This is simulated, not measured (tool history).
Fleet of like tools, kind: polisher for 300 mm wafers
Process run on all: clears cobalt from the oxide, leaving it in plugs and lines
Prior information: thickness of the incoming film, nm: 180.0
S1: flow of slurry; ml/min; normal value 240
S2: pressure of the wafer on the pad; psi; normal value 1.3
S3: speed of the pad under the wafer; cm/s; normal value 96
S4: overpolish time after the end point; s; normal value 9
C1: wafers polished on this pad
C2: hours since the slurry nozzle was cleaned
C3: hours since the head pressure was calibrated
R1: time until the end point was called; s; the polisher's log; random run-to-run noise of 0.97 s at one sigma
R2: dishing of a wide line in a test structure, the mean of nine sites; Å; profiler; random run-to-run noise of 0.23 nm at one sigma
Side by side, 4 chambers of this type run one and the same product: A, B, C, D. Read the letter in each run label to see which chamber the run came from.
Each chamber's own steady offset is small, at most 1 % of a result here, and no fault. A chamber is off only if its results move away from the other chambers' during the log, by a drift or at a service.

run	hour	S1	S2	S3	S4	C1	C2	C3	R1	R2
1A	6.3	240	1.3	96	9	552	236.6	629.6	69.247	198.51
2C	12.0	240	1.3	96	9	371	60.4	271.1	69.483	197.29
# hour 14.9: chamber A: worn pad replaced by a new one
3B	15.8	240	1.3	96	9	677	354.4	820.1	70.417	195.38
4D	18.8	240	1.3	96	9	416	547.0	245.8	67.605	197.65
5B	24.2	240	1.3	96	13	788	362.8	828.5	68.477	262.56
# hour 24.8: chamber B: slurry nozzle cleaned
# hour 27.1: chamber B: worn pad replaced by a new one
6A	27.4	240	1.3	96	13	165	257.7	650.7	68.411	264.89
7D	32.7	240	1.3	96	13	599	560.9	259.7	69.489	259.92
8C	37.2	240	1.3	96	13	703	85.6	296.3	70.445	257.00
9D	43.0	240	1.3	96	9	735	571.2	270.0	68.497	195.79
10A	48.6	240	1.3	96	9	445	278.9	671.9	69.466	197.16
# hour 52.5: chamber C: worn pad replaced by a new one
11B	54.0	240	1.3	96	9	355	29.2	858.3	68.732	196.77
12C	58.4	240	1.3	96	9	78	106.8	317.5	67.792	192.45
13D	64.5	240	1.3	116	9	1018	592.7	291.5	55.945	228.56
# hour 66.5: chamber A: worn pad replaced by a new one
14B	69.2	240	1.3	116	9	555	44.4	873.5	56.551	229.26
15A	74.0	240	1.3	116	9	99	304.3	697.3	57.015	231.31
16C	77.9	240	1.3	116	9	335	126.3	337.0	57.239	226.59
17D	80.9	240	1.3	96	9	1234	609.1	307.9	68.497	197.68
18A	85.2	240	1.3	96	9	246	315.5	708.5	68.842	196.41
# hour 87.0: chamber B: worn pad replaced by a new one
19B	88.6	240	1.3	96	5	21	63.8	892.9	68.536	118.99
20C	93.4	240	1.3	96	5	539	141.8	352.5	68.476	117.36
# hour 94.2: chamber D: worn pad replaced by a new one
21A	96.6	240	1.3	96	5	397	326.9	719.9	67.243	120.93
# hour 97.2: chamber B: head pressure recalibrated
22D	101.8	240	1.3	96	5	100	630.0	328.8	67.080	116.39
23B	105.6	240	1.3	96	9	245	80.8	8.5	67.827	197.83
24C	109.1	240	1.3	96	9	746	157.5	368.2	69.535	189.88
# hour 111.3: chamber C: head pressure recalibrated
# hour 112.6: chamber A: worn pad replaced by a new one
25C	113.5	240	1.3	96	9	804	161.9	2.2	67.437	194.54
26A	116.4	240	1.3	96	9	50	346.7	739.7	68.300	201.27
27B	119.9	240	1.3	96	9	434	95.1	22.8	66.083	197.23
28D	124.2	240	1.3	96	9	395	652.4	351.2	67.471	194.47
# hour 127.5: chamber C: worn pad replaced by a new one
29D	128.4	240	1.3	96	9	450	656.6	355.4	67.209	197.51
30C	134.1	240	1.3	96	9	87	182.5	22.8	67.717	192.78
31A	140.2	240	1.3	96	9	363	370.5	763.5	68.244	197.82
32B	146.5	240	1.3	96	14	784	121.7	49.4	67.971	272.48
# hour 147.1: chamber B: worn pad replaced by a new one
33C	152.5	240	1.3	96	14	329	200.9	41.2	67.364	273.04
# hour 155.2: chamber A: worn pad replaced by a new one
34D	157.0	240	1.3	96	14	827	685.2	384.0	67.956	270.92
35A	159.9	240	1.3	96	14	62	390.2	783.2	67.772	278.14
36B	165.9	240	1.3	96	9	247	141.1	68.8	69.104	197.29
37B	170.6	240	1.3	96	9	309	145.8	73.5	67.632	195.99
38C	173.4	315	1.3	96	11	605	221.8	62.1	65.334	232.42
39A	178.6	315	1.3	96	11	308	408.9	801.9	66.625	236.14
40D	184.5	315	1.3	96	11	1190	712.7	411.5	64.966	233.62
41B	190.0	315	1.3	96	11	565	165.2	92.9	67.775	236.01

Has any chamber moved away from the others, gradually or after a service, or does the common gauge drift, or do the chambers differ only by their own small steady offsets? State the chamber and the most likely cause if one applies.

The fleet is healthy, with each chamber sitting at its usual small offset and no drift in the gauge.

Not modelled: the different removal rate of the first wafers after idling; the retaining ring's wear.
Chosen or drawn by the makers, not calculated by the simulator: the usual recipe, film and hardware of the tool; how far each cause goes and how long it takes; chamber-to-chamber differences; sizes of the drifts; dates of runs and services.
